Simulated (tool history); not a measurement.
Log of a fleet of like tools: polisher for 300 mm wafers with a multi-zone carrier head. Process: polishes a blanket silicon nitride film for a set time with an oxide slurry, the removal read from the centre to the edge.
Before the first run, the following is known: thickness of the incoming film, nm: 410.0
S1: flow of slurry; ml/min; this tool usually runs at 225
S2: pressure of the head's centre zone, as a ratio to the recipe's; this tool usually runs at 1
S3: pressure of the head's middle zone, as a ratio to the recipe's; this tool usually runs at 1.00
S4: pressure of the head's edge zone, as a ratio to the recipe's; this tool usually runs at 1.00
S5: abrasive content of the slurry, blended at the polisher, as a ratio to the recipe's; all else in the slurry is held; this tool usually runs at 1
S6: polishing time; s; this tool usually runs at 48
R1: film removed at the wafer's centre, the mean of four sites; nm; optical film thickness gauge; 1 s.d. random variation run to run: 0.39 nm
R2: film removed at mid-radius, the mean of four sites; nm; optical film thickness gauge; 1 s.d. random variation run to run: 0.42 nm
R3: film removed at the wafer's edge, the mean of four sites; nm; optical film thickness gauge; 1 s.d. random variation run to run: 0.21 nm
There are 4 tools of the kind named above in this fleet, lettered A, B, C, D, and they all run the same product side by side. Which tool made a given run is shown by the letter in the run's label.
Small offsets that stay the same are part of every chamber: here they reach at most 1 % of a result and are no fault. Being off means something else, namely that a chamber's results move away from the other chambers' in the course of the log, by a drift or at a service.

run   hour   S1  S2    S3    S4  S5  S6      R1      R2      R3
       8.9  -- chamber B: worn pad replaced by a new one
 1B   11.1  225   1  1.00  1.00   1  48  32.797  32.856  33.444
 2A   24.8  225   1  1.00  1.00   1  48  33.426  32.830  33.300
      34.6  -- chamber A: worn pad replaced by a new one
 3D   35.0  225   1  1.00  1.00   1  48  33.566  33.654  33.346
 4C   45.4  225   1  1.00  1.00   1  48  33.285  33.050  33.370
 5C   56.4  225   1  1.00  1.06   1  48  33.245  32.668  34.335
 6D   69.8  225   1  1.00  1.06   1  48  33.461  33.507  34.649
      72.0  -- chamber A: edge zone pressure recalibrated
 7A   80.5  225   1  1.00  1.06   1  48  32.974  33.899  34.189
 8B   93.2  225   1  1.00  1.06   1  48  33.360  33.668  34.713
      98.3  -- chamber D: worn pad replaced by a new one
 9A  100.9  225   1  1.00  1.00   1  48  33.187  33.223  33.027
10D  110.5  225   1  1.00  1.00   1  48  34.241  33.281  33.123
11C  123.1  225   1  1.00  1.00   1  48  33.136  32.907  33.547
12B  130.3  225   1  1.00  1.00   1  48  33.392  33.964  33.185
     139.6  -- chamber C: worn pad replaced by a new one
13D  141.3  225   1  1.00  1.00   1  48  33.690  33.805  33.154
     144.5  -- chamber A: worn pad replaced by a new one
     150.5  -- chamber C: slurry nozzle cleaned
14C  156.8  225   1  1.00  1.00   1  48  33.235  33.026  33.616
     168.8  -- chamber A: slurry nozzle cleaned
15A  171.4  225   1  1.00  1.00   1  48  33.399  33.391  33.541
16B  181.1  225   1  1.00  1.00   1  48  33.308  32.559  33.395
17D  192.4  225   1  1.00  1.00   1  48  33.272  32.826  33.135
18C  199.4  225   1  1.04  1.00   1  48  32.757  34.889  33.091
     202.6  -- chamber B: worn pad replaced by a new one
     205.3  -- chamber D: worn pad replaced by a new one
19B  214.7  225   1  1.04  1.00   1  48  33.260  34.436  33.382
20A  227.4  225   1  1.04  1.00   1  48  33.189  35.865  33.259
21D  242.8  225   1  1.04  1.00   1  48  34.446  33.597  33.338
22B  254.0  225   1  1.00  1.00   1  48  33.309  34.032  33.386
     260.6  -- chamber A: worn pad replaced by a new one
     262.4  -- chamber D: centre zone pressure recalibrated
23C  268.6  225   1  1.00  1.00   1  48  33.415  32.585  33.476
24A  277.8  225   1  1.00  1.00   1  48  33.948  33.564  33.019
25C  289.7  225   1  1.00  1.00   1  48  33.438  34.382  33.298
     292.2  -- chamber C: worn pad replaced by a new one
     300.6  -- chamber C: centre zone pressure recalibrated
     300.8  -- chamber D: worn pad replaced by a new one
26B  303.6  225   1  1.00  1.00   1  48  32.717  33.300  33.147
27A  317.3  225   1  1.00  1.00   1  48  33.891  33.658  33.324
28D  328.9  300   1  1.00  1.00   1  57  40.647  41.014  40.515
29A  338.6  300   1  1.00  1.00   1  57  39.879  41.528  39.855
30D  347.0  300   1  1.00  1.00   1  57  41.868  40.776  40.651
     350.1  -- chamber B: worn pad replaced by a new one
     357.7  -- chamber C: slurry nozzle cleaned
31B  359.8  300   1  1.00  1.00   1  57  40.950  40.948  40.874
     362.1  -- chamber B: slurry nozzle cleaned
     369.8  -- chamber A: worn pad replaced by a new one
32C  372.2  225   1  1.00  1.00   1  48  36.536  32.896  32.952
33B  385.0  225   1  1.00  1.00   1  48  33.360  33.372  33.516
     387.8  -- chamber D: worn pad replaced by a new one
34D  397.0  225   1  1.06  1.00   1  48  33.795  35.374  33.464
35A  412.5  225   1  1.06  1.00   1  48  33.333  35.388  33.043
     419.7  -- chamber D: edge zone pressure recalibrated
36C  425.4  225   1  1.06  1.00   1  48  36.949  34.762  33.331
     436.4  -- chamber B: edge zone pressure recalibrated
37B  438.9  225   1  1.06  1.00   1  48  32.999  35.462  33.339
38D  454.9  225   1  1.00  1.00   1  48  34.054  33.030  33.057
     462.9  -- chamber C: worn pad replaced by a new one
39C  466.8  225   1  1.00  1.00   1  48  37.503  33.193  33.459
40A  480.9  225   1  1.00  1.00   1  48  32.597  34.035  32.947
     487.7  -- chamber A: worn pad replaced by a new one
41B  492.7  225   1  1.00  1.00   1  48  32.633  32.566  33.500
42A  508.4  225   1  1.00  1.00   1  48  33.119  33.612  33.029

Each of the 4 chambers runs these same settings next. Fill in every chamber's results:
43A  520.1  225   1  1.00  1.00   1  64   ?   ?   ?
43B  520.1  225   1  1.00  1.00   1  64   ?   ?   ?
43C  520.1  225   1  1.00  1.00   1  64   ?   ?   ?
43D  520.1  225   1  1.00  1.00   1  64   ?   ?   ?

run      R1      R2      R3
43A  44.822  44.919  44.070
43B  44.213  43.595  44.048
43C  49.010  45.118  43.769
43D  43.612  43.824  44.548

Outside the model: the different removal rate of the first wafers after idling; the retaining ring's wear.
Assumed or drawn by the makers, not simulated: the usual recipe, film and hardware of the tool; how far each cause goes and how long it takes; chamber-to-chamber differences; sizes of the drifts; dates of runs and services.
